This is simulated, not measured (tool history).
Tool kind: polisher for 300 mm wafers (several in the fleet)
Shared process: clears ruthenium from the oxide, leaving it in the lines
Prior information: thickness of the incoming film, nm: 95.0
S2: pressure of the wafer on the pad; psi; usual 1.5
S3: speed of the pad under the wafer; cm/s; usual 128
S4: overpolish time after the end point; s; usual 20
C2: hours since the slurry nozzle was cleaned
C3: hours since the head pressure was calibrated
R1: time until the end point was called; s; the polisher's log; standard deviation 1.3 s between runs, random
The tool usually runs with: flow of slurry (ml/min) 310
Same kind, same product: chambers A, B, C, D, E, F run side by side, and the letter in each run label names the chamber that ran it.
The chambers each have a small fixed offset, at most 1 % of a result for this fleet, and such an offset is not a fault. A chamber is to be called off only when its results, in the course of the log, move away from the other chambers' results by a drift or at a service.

{"day": 0.038, "done": "chamber F: worn pad replaced by a new one"}
{"run": "1B", "day": 0.183, "flow of slurry (ml/min)": 310, "S2": 1.5, "S3": 128, "S4": 20, "wafers polished on this pad": 587, "C2": 463.0, "C3": 1218.5, "R1": 107.53}
{"run": "2D", "day": 0.312, "flow of slurry (ml/min)": 310, "S2": 1.5, "S3": 128, "S4": 20, "wafers polished on this pad": 508, "C2": 269.2, "C3": 438.8, "R1": 109.78}
{"run": "3F", "day": 0.425, "flow of slurry (ml/min)": 310, "S2": 1.5, "S3": 128, "S4": 20, "wafers polished on this pad": 68, "C2": 18.2, "C3": 446.0, "R1": 108.05}
{"run": "4A", "day": 0.667, "flow of slurry (ml/min)": 310, "S2": 1.5, "S3": 128, "S4": 20, "wafers polished on this pad": 536, "C2": 333.5, "C3": 424.3, "R1": 105.88}
{"run": "5E", "day": 0.838, "flow of slurry (ml/min)": 310, "S2": 1.5, "S3": 128, "S4": 20, "wafers polished on this pad": 174, "C2": 79.2, "C3": 1287.2, "R1": 110.75}
{"day": 0.938, "done": "chamber F: head pressure recalibrated"}
{"run": "6C", "day": 1.025, "flow of slurry (ml/min)": 310, "S2": 1.5, "S3": 128, "S4": 20, "wafers polished on this pad": 379, "C2": 515.4, "C3": 239.3, "R1": 106.05}
{"run": "7F", "day": 1.133, "flow of slurry (ml/min)": 310, "S2": 1.5, "S3": 128, "S4": 20, "wafers polished on this pad": 192, "C2": 35.2, "C3": 4.8, "R1": 107.08}
{"run": "8A", "day": 1.317, "flow of slurry (ml/min)": 310, "S2": 1.5, "S3": 128, "S4": 20, "wafers polished on this pad": 649, "C2": 349.1, "C3": 439.9, "R1": 107.65}
{"run": "9D", "day": 1.45, "flow of slurry (ml/min)": 310, "S2": 1.5, "S3": 128, "S4": 11, "wafers polished on this pad": 707, "C2": 296.5, "C3": 466.1, "R1": 109.4}
{"run": "10C", "day": 1.642, "flow of slurry (ml/min)": 310, "S2": 1.5, "S3": 128, "S4": 11, "wafers polished on this pad": 487, "C2": 530.2, "C3": 254.1, "R1": 108.22}
{"run": "11E", "day": 1.804, "flow of slurry (ml/min)": 310, "S2": 1.5, "S3": 128, "S4": 11, "wafers polished on this pad": 343, "C2": 102.4, "C3": 1310.4, "R1": 108.72}
{"run": "12B", "day": 1.979, "flow of slurry (ml/min)": 310, "S2": 1.5, "S3": 128, "S4": 11, "wafers polished on this pad": 901, "C2": 506.1, "C3": 1261.6, "R1": 108.78}
{"day": 2.012, "done": "chamber D: worn pad replaced by a new one"}
{"day": 2.071, "done": "chamber D: slurry nozzle cleaned"}
{"day": 2.138, "done": "chamber A: worn pad replaced by a new one"}
{"day": 2.183, "done": "chamber E: head pressure recalibrated"}
{"run": "13E", "day": 2.204, "flow of slurry (ml/min)": 310, "S2": 1.5, "S3": 128, "S4": 11, "wafers polished on this pad": 413, "C2": 112.0, "C3": 0.6, "R1": 118.45}
{"run": "14F", "day": 2.333, "flow of slurry (ml/min)": 310, "S2": 1.5, "S3": 128, "S4": 11, "wafers polished on this pad": 402, "C2": 64.0, "C3": 33.6, "R1": 108.28}
{"run": "15C", "day": 2.45, "flow of slurry (ml/min)": 310, "S2": 1.5, "S3": 128, "S4": 20, "wafers polished on this pad": 629, "C2": 549.6, "C3": 273.5, "R1": 108.55}
{"run": "16A", "day": 2.642, "flow of slurry (ml/min)": 310, "S2": 1.5, "S3": 128, "S4": 20, "wafers polished on this pad": 88, "C2": 380.9, "C3": 471.7, "R1": 107.92}
{"run": "17D", "day": 2.85, "flow of slurry (ml/min)": 310, "S2": 1.5, "S3": 128, "S4": 20, "wafers polished on this pad": 147, "C2": 18.8, "C3": 499.7, "R1": 108.49}
{"run": "18B", "day": 2.996, "flow of slurry (ml/min)": 310, "S2": 1.5, "S3": 128, "S4": 20, "wafers polished on this pad": 1079, "C2": 530.5, "C3": 1286.0, "R1": 108.44}
{"day": 3.05, "done": "chamber B: worn pad replaced by a new one"}
{"run": "19F", "day": 3.142, "flow of slurry (ml/min)": 310, "S2": 1.5, "S3": 128, "S4": 20, "wafers polished on this pad": 543, "C2": 83.4, "C3": 53.0, "R1": 109.63}
{"day": 3.171, "done": "chamber E: worn pad replaced by a new one"}
{"run": "20E", "day": 3.333, "flow of slurry (ml/min)": 310, "S2": 1.5, "S3": 128, "S4": 20, "wafers polished on this pad": 29, "C2": 139.1, "C3": 27.7, "R1": 122.83}
{"run": "21B", "day": 3.446, "flow of slurry (ml/min)": 310, "S2": 1.5, "S3": 128, "S4": 20, "wafers polished on this pad": 69, "C2": 541.3, "C3": 1296.8, "R1": 110.2}
{"run": "22C", "day": 3.596, "flow of slurry (ml/min)": 310, "S2": 1.5, "S3": 128, "S4": 20, "wafers polished on this pad": 829, "C2": 577.1, "C3": 301.0, "R1": 108.99}
{"day": 3.604, "done": "chamber B: slurry nozzle cleaned"}
{"run": "23A", "day": 3.721, "flow of slurry (ml/min)": 310, "S2": 1.5, "S3": 128, "S4": 20, "wafers polished on this pad": 277, "C2": 406.8, "C3": 497.6, "R1": 109.03}
{"run": "24D", "day": 3.833, "flow of slurry (ml/min)": 360, "S2": 1.5, "S3": 88, "S4": 20, "wafers polished on this pad": 319, "C2": 42.4, "C3": 523.3, "R1": 154.66}
{"run": "25F", "day": 3.988, "flow of slurry (ml/min)": 360, "S2": 1.5, "S3": 88, "S4": 20, "wafers polished on this pad": 691, "C2": 103.7, "C3": 73.3, "R1": 153.92}
{"run": "26D", "day": 4.129, "flow of slurry (ml/min)": 360, "S2": 1.5, "S3": 88, "S4": 20, "wafers polished on this pad": 371, "C2": 49.5, "C3": 530.4, "R1": 155.87}
{"run": "27A", "day": 4.288, "flow of slurry (ml/min)": 360, "S2": 1.5, "S3": 88, "S4": 20, "wafers polished on this pad": 376, "C2": 420.4, "C3": 511.2, "R1": 155.44}
{"run": "28B", "day": 4.517, "flow of slurry (ml/min)": 360, "S2": 1.5, "S3": 88, "S4": 20, "wafers polished on this pad": 257, "C2": 22.0, "C3": 1322.5, "R1": 153.29}
{"run": "29C", "day": 4.671, "flow of slurry (ml/min)": 360, "S2": 1.5, "S3": 88, "S4": 20, "wafers polished on this pad": 1017, "C2": 602.9, "C3": 326.8, "R1": 156.17}
{"run": "30E", "day": 4.892, "flow of slurry (ml/min)": 410, "S2": 1.5, "S3": 128, "S4": 20, "wafers polished on this pad": 301, "C2": 176.5, "C3": 65.1, "R1": 117.56}
{"run": "31F", "day": 5.0, "flow of slurry (ml/min)": 410, "S2": 1.5, "S3": 128, "S4": 20, "wafers polished on this pad": 869, "C2": 128.0, "C3": 97.6, "R1": 106.24}
{"run": "32B", "day": 5.158, "flow of slurry (ml/min)": 410, "S2": 1.5, "S3": 128, "S4": 20, "wafers polished on this pad": 369, "C2": 37.4, "C3": 1337.9, "R1": 105.04}
{"run": "33E", "day": 5.321, "flow of slurry (ml/min)": 410, "S2": 1.5, "S3": 128, "S4": 20, "wafers polished on this pad": 376, "C2": 186.8, "C3": 75.4, "R1": 119.05}
{"run": "34A", "day": 5.512, "flow of slurry (ml/min)": 410, "S2": 1.5, "S3": 128, "S4": 20, "wafers polished on this pad": 591, "C2": 449.8, "C3": 540.6, "R1": 105.41}
{"run": "35D", "day": 5.65, "flow of slurry (ml/min)": 410, "S2": 1.5, "S3": 128, "S4": 20, "wafers polished on this pad": 637, "C2": 86.0, "C3": 566.9, "R1": 106.25}
{"run": "36C", "day": 5.783, "flow of slurry (ml/min)": 310, "S2": 1.5, "S3": 128, "S4": 20, "wafers polished on this pad": 1212, "C2": 629.6, "C3": 353.5, "R1": 110.02}

All chambers now run identical settings, listed one chamber a line with results as question marks. What results will each chamber show?
{"run": "37A", "day": 5.954, "flow of slurry (ml/min)": 310, "S2": 1.5, "S3": 154, "S4": 20, "R1": "?"}
{"run": "37B", "day": 5.954, "flow of slurry (ml/min)": 310, "S2": 1.5, "S3": 154, "S4": 20, "R1": "?"}
{"run": "37C", "day": 5.954, "flow of slurry (ml/min)": 310, "S2": 1.5, "S3": 154, "S4": 20, "R1": "?"}
{"run": "37D", "day": 5.954, "flow of slurry (ml/min)": 310, "S2": 1.5, "S3": 154, "S4": 20, "R1": "?"}
{"run": "37E", "day": 5.954, "flow of slurry (ml/min)": 310, "S2": 1.5, "S3": 154, "S4": 20, "R1": "?"}
{"run": "37F", "day": 5.954, "flow of slurry (ml/min)": 310, "S2": 1.5, "S3": 154, "S4": 20, "R1": "?"}

run=37A R1=88.357
run=37B R1=88.271
run=37C R1=90.090
run=37D R1=91.346
run=37E R1=101.970
run=37F R1=89.184
